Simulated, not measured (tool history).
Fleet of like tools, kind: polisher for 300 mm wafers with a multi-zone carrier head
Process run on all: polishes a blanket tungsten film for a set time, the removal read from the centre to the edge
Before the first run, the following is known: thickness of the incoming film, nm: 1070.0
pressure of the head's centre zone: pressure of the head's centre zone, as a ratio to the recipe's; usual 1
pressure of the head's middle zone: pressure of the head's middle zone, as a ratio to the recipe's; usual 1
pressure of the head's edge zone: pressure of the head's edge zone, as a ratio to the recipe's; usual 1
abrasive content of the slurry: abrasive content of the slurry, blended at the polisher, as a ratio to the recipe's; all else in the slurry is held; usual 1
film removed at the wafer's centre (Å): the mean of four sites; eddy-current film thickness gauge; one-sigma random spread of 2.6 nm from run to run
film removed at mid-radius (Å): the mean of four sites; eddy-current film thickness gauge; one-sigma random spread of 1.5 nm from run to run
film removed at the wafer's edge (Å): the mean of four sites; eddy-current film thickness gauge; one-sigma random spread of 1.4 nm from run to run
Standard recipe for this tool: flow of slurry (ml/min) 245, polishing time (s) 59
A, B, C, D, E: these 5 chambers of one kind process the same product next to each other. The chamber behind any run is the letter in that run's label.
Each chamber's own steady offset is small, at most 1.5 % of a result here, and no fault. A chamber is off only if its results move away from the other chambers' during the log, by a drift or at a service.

| run | day | flow of slurry (ml/min) | pressure of the head's centre zone | pressure of the head's middle zone | pressure of the head's edge zone | abrasive content of the slurry | polishing time (s) | wafers polished on this pad | hours since the slurry nozzle was cleaned | hours since the centre zone pressure was calibrated | hours since the edge zone pressure was calibrated | film removed at the wafer's centre (Å) | film removed at mid-radius (Å) | film removed at the wafer's edge (Å) |
|---|---|---|---|---|---|---|---|---|---|---|---|---|---|---|
| 1A | 0.133 | 245 | 1 | 1 | 1 | 1 | 59 | 71 | 478.7 | 762.6 | 161.8 | 2229.9 | 2223.6 | 2277.3 |
|  | 0.254 | chamber A: slurry nozzle cleaned |
| 2E | 0.329 | 245 | 1 | 1 | 1 | 1 | 59 | 845 | 492.3 | 13.8 | 564.2 | 2225 | 2233.8 | 2253.9 |
| 3D | 0.571 | 245 | 1 | 1 | 1 | 1 | 59 | 322 | 527.5 | 721.8 | 400 | 2197.1 | 2216 | 2248.9 |
| 4C | 0.871 | 245 | 1 | 1 | 1 | 1 | 59 | 737 | 209.9 | 60.6 | 631.8 | 2267.2 | 2213.3 | 2240 |
| 5B | 1.038 | 245 | 1 | 1 | 1 | 1 | 59 | 801 | 163.2 | 216.3 | 534.4 | 2242.1 | 2240.4 | 2213.8 |
| 6D | 1.225 | 245 | 1 | 1 | 1 | 1 | 59 | 506 | 543.2 | 737.5 | 415.7 | 2228.1 | 2203.6 | 2260.5 |
| 7C | 1.504 | 245 | 1 | 1 | 1 | 1 | 59 | 915 | 225.1 | 75.8 | 647 | 2254.6 | 2238.2 | 2224.9 |
| 8B | 1.754 | 245 | 1 | 1 | 1 | 1 | 59 | 1002 | 180.4 | 233.5 | 551.6 | 2288.4 | 2220 | 2235.8 |
| 9A | 1.967 | 245 | 1 | 1 | 1 | 1 | 59 | 586 | 41.1 | 806.6 | 205.8 | 2209.9 | 2210 | 2287.3 |
|  | 2.133 | chamber A: worn pad replaced by a new one |
| 10E | 2.138 | 245 | 1 | 1 | 1 | 1 | 59 | 1353 | 535.7 | 57.2 | 607.6 | 2234.9 | 2234 | 2251.8 |
|  | 2.271 | chamber D: worn pad replaced by a new one |
|  | 2.375 | chamber E: worn pad replaced by a new one |
| 11D | 2.375 | 245 | 1 | 1 | 1 | 1 | 59 | 29 | 570.8 | 765.1 | 443.3 | 2250.7 | 2238.7 | 2247 |
| 12A | 2.562 | 245 | 1 | 1 | 1 | 1 | 59 | 121 | 55.4 | 820.9 | 220.1 | 2199.5 | 2225.4 | 2278.6 |
|  | 2.725 | chamber B: worn pad replaced by a new one |
| 13C | 2.783 | 245 | 1 | 1 | 1 | 1 | 59 | 1274 | 255.8 | 106.5 | 677.7 | 2292.7 | 2234.8 | 2201.7 |
| 14B | 2.971 | 245 | 1 | 1 | 1 | 1 | 59 | 69 | 209.6 | 262.7 | 580.8 | 2259.8 | 2222.2 | 2222.8 |
|  | 3.062 | chamber C: worn pad replaced by a new one |
| 15E | 3.192 | 310 | 1 | 1 | 1.11 | 1 | 59 | 229 | 561 | 82.5 | 632.9 | 2237.1 | 2314.7 | 2419.3 |
| 16A | 3.371 | 310 | 1 | 1 | 1.11 | 1 | 59 | 348 | 74.8 | 840.3 | 239.5 | 2277.9 | 2284.8 | 2419.5 |
| 17D | 3.617 | 310 | 1 | 1 | 1.11 | 1 | 59 | 378 | 600.6 | 794.9 | 473.1 | 2255.4 | 2273.8 | 2413.9 |
| 18E | 3.758 | 310 | 1 | 1 | 1.11 | 1 | 59 | 388 | 574.6 | 96.1 | 646.5 | 2292.8 | 2276.6 | 2408.5 |
| 19B | 3.904 | 310 | 1 | 1 | 1.11 | 1 | 59 | 331 | 232 | 285.1 | 603.2 | 2273.5 | 2278.5 | 2405.5 |
| 20C | 4.1 | 245 | 1 | 1 | 1 | 1 | 59 | 291 | 287.4 | 138.1 | 709.3 | 2249.7 | 2185.4 | 2219.6 |
|  | 4.283 | chamber E: slurry nozzle cleaned |
| 21D | 4.396 | 245 | 1 | 1 | 1 | 1 | 59 | 596 | 619.3 | 813.6 | 491.8 | 2210 | 2220.6 | 2220.7 |
|  | 4.408 | chamber A: worn pad replaced by a new one |
| 22B | 4.575 | 245 | 1 | 1 | 1 | 1 | 59 | 520 | 248.1 | 301.2 | 619.3 | 2202.8 | 2248.1 | 2239.4 |
| 23C | 4.721 | 245 | 1 | 1 | 1 | 1 | 59 | 465 | 302.3 | 153 | 724.2 | 2247.5 | 2204.2 | 2218.3 |
| 24E | 4.925 | 245 | 1 | 1 | 1 | 1 | 59 | 716 | 15.5 | 124.1 | 674.5 | 2243.6 | 2247 | 2249.8 |
| 25A | 5.121 | 245 | 1 | 1 | 1 | 1 | 59 | 200 | 116.8 | 882.3 | 281.5 | 2174 | 2196.2 | 2240 |
| 26E | 5.421 | 245 | 1 | 1 | 1 | 1 | 59 | 855 | 27.4 | 136 | 686.4 | 2230.1 | 2224.2 | 2247.5 |
|  | 5.538 | chamber D: worn pad replaced by a new one |
| 27D | 5.621 | 245 | 1 | 1.1 | 1 | 1 | 59 | 24 | 648.7 | 843 | 521.2 | 2197.2 | 2402.8 | 2219.6 |
| 28A | 5.892 | 245 | 1 | 1.1 | 1 | 1 | 59 | 416 | 135.3 | 900.8 | 300 | 2225.6 | 2427.4 | 2273.5 |
| 29B | 6.062 | 245 | 1 | 1.1 | 1 | 1 | 59 | 937 | 283.8 | 336.9 | 655 | 2182.3 | 2420.5 | 2241.3 |
| 30C | 6.238 | 245 | 1 | 1.1 | 1 | 1 | 59 | 891 | 338.7 | 189.4 | 760.6 | 2278.3 | 2449.6 | 2217.6 |
| 31A | 6.388 | 245 | 1 | 1.1 | 1 | 1 | 59 | 555 | 147.2 | 912.7 | 311.9 | 2243.9 | 2462.7 | 2274.5 |
|  | 6.554 | chamber B: worn pad replaced by a new one |
| 32B | 6.662 | 210 | 1 | 1 | 1 | 1 | 59 | 30 | 298.2 | 351.3 | 669.4 | 2190.5 | 2170.7 | 2199.4 |
| 33D | 6.867 | 210 | 1 | 1 | 1 | 1 | 59 | 374 | 678.6 | 872.9 | 551.1 | 2149.2 | 2162.6 | 2213.6 |
|  | 6.892 | chamber E: worn pad replaced by a new one |
| 34E | 7.025 | 210 | 1 | 1 | 1 | 1 | 59 | 37 | 65.9 | 174.5 | 724.9 | 2207.2 | 2215.9 | 2231.1 |
|  | 7.108 | chamber A: worn pad replaced by a new one |
| 35C | 7.233 | 210 | 1 | 1 | 1 | 1 | 59 | 1171 | 362.6 | 213.3 | 784.5 | 2166 | 2185.8 | 2197.6 |
|  | 7.254 | chamber C: worn pad replaced by a new one |
| 36C | 7.388 | 210 | 1 | 1 | 1 | 1 | 59 | 37 | 366.3 | 217 | 788.2 | 2239 | 2173.2 | 2205 |
| 37B | 7.683 | 245 | 1 | 1 | 1 | 1 | 59 | 317 | 322.7 | 375.8 | 693.9 | 2226.4 | 2220.3 | 2227.2 |
| 38E | 7.85 | 245 | 1 | 1 | 1 | 1 | 67 | 269 | 85.7 | 194.3 | 744.7 | 2534.7 | 2535.4 | 2532.7 |
| 39A | 8.008 | 245 | 1 | 1 | 1 | 1 | 67 | 252 | 186.1 | 951.6 | 350.8 | 2469.5 | 2543 | 2567.3 |
|  | 8.15 | chamber D: slurry nozzle cleaned |
| 40D | 8.283 | 245 | 1 | 1 | 1 | 1 | 67 | 772 | 3.2 | 906.9 | 585.1 | 2520.4 | 2550.5 | 2560 |

The same settings go to every chamber for the next run, one line per chamber below. Forecast the results for each:
| 41A | 8.5 | 245 | 1 | 1 | 0.93 | 1 | 59 |  |  |  |  | ? | ? | ? |
| 41B | 8.5 | 245 | 1 | 1 | 0.93 | 1 | 59 |  |  |  |  | ? | ? | ? |
| 41C | 8.5 | 245 | 1 | 1 | 0.93 | 1 | 59 |  |  |  |  | ? | ? | ? |
| 41D | 8.5 | 245 | 1 | 1 | 0.93 | 1 | 59 |  |  |  |  | ? | ? | ? |
| 41E | 8.5 | 245 | 1 | 1 | 0.93 | 1 | 59 |  |  |  |  | ? | ? | ? |

| run | film removed at the wafer's centre (Å) | film removed at mid-radius (Å) | film removed at the wafer's edge (Å) |
|---|---|---|---|
| 41A | 2250.3 | 2199.8 | 2174.4 |
| 41B | 2200.4 | 2242.3 | 2149.6 |
| 41C | 2288.7 | 2232.3 | 2131.3 |
| 41D | 2218.9 | 2242.8 | 2157.2 |
| 41E | 2267.2 | 2253.4 | 2164.3 |

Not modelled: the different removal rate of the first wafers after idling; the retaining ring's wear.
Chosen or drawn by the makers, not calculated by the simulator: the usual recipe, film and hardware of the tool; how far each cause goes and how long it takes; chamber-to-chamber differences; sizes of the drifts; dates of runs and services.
